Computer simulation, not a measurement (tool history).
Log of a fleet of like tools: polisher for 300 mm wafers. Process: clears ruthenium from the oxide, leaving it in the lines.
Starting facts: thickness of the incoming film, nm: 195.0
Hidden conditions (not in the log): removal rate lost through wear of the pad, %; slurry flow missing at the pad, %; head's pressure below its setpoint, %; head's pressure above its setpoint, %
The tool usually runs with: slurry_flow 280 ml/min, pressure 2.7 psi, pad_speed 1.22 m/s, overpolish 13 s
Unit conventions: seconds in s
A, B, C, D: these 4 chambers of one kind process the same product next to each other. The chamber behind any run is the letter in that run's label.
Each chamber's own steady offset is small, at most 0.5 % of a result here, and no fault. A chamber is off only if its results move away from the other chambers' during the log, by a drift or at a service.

run,hour,slurry_flow,pressure,pad_speed,overpolish,wafers polished on this pad,hours since the slurry nozzle was cleaned,hours since the head pressure was calibrated,seconds
1A,14.5,280,2.7,1.22,13,234,651.0,367.0,119.85
# hour 18.8: chamber D: slurry nozzle cleaned
2C,25.9,280,2.7,1.22,13,266,242.0,158.9,120.25
3B,33.9,280,2.7,1.22,13,239,599.2,1055.6,118.58
4D,42.0,280,2.7,1.22,13,732,23.3,550.3,116.82
5B,51.6,280,2.7,1.22,13,335,616.9,1073.3,116.75
6A,63.4,280,2.7,1.22,13,501,699.9,415.9,119.20
7C,70.1,280,2.7,1.22,13,507,286.2,203.1,119.58
8D,80.3,280,2.7,1.22,13,941,61.6,588.6,117.76
# hour 85.3: chamber B: slurry nozzle cleaned
# hour 85.8: chamber A: slurry nozzle cleaned
9C,95.0,280,2.7,1.22,13,642,311.1,228.0,118.09
# hour 98.8: chamber A: worn pad replaced by a new one
# hour 101.9: chamber B: worn pad replaced by a new one
10B,105.0,280,2.7,1.22,13,16,19.7,1126.7,115.49
11A,118.3,280,2.7,1.22,13,106,32.6,470.8,117.18
# hour 131.2: chamber C: worn pad replaced by a new one
12D,131.3,280,2.7,1.22,13,1219,112.6,639.6,116.69
# hour 144.3: chamber D: worn pad replaced by a new one
13D,146.5,280,2.7,1.22,13,12,127.8,654.8,116.91
14C,157.5,280,2.7,1.22,13,143,373.6,290.5,117.91
15B,165.0,280,2.7,1.22,13,343,79.7,1186.7,118.79
16A,175.0,280,2.7,1.22,13,415,89.3,527.5,117.89
17D,189.5,280,2.7,1.22,13,246,170.8,697.8,117.46
18C,199.3,280,2.7,1.22,13,370,415.4,332.3,120.15
# hour 203.7: chamber B: head pressure recalibrated
19B,212.2,280,2.1,1.22,13,600,126.9,8.6,149.89
20A,224.9,280,2.1,1.22,13,686,139.2,577.4,152.39
21A,233.3,280,2.1,1.22,13,732,147.6,585.8,151.61
# hour 233.6: chamber B: worn pad replaced by a new one
# hour 236.9: chamber A: worn pad replaced by a new one
22D,244.4,280,2.1,1.22,13,545,225.7,752.7,147.99
23C,256.5,280,2.7,1.22,13,682,472.6,389.5,119.06
24B,264.8,280,2.7,1.22,13,170,179.5,61.2,117.97
25A,273.3,280,2.7,1.22,13,198,187.6,625.8,118.38
# hour 275.0: chamber C: worn pad replaced by a new one
26B,286.7,280,2.7,1.22,13,289,201.4,83.1,120.24
27D,298.2,280,2.7,1.22,13,838,279.5,806.5,116.54
28C,306.5,280,2.7,1.22,13,171,522.6,439.5,117.07

Is one chamber off against the others, does the gauge drift, or is nothing wrong? If a chamber is off, say which, and what the likeliest cause is.

Beyond each chamber's small constant offset nothing stands out, and the gauge stays steady.
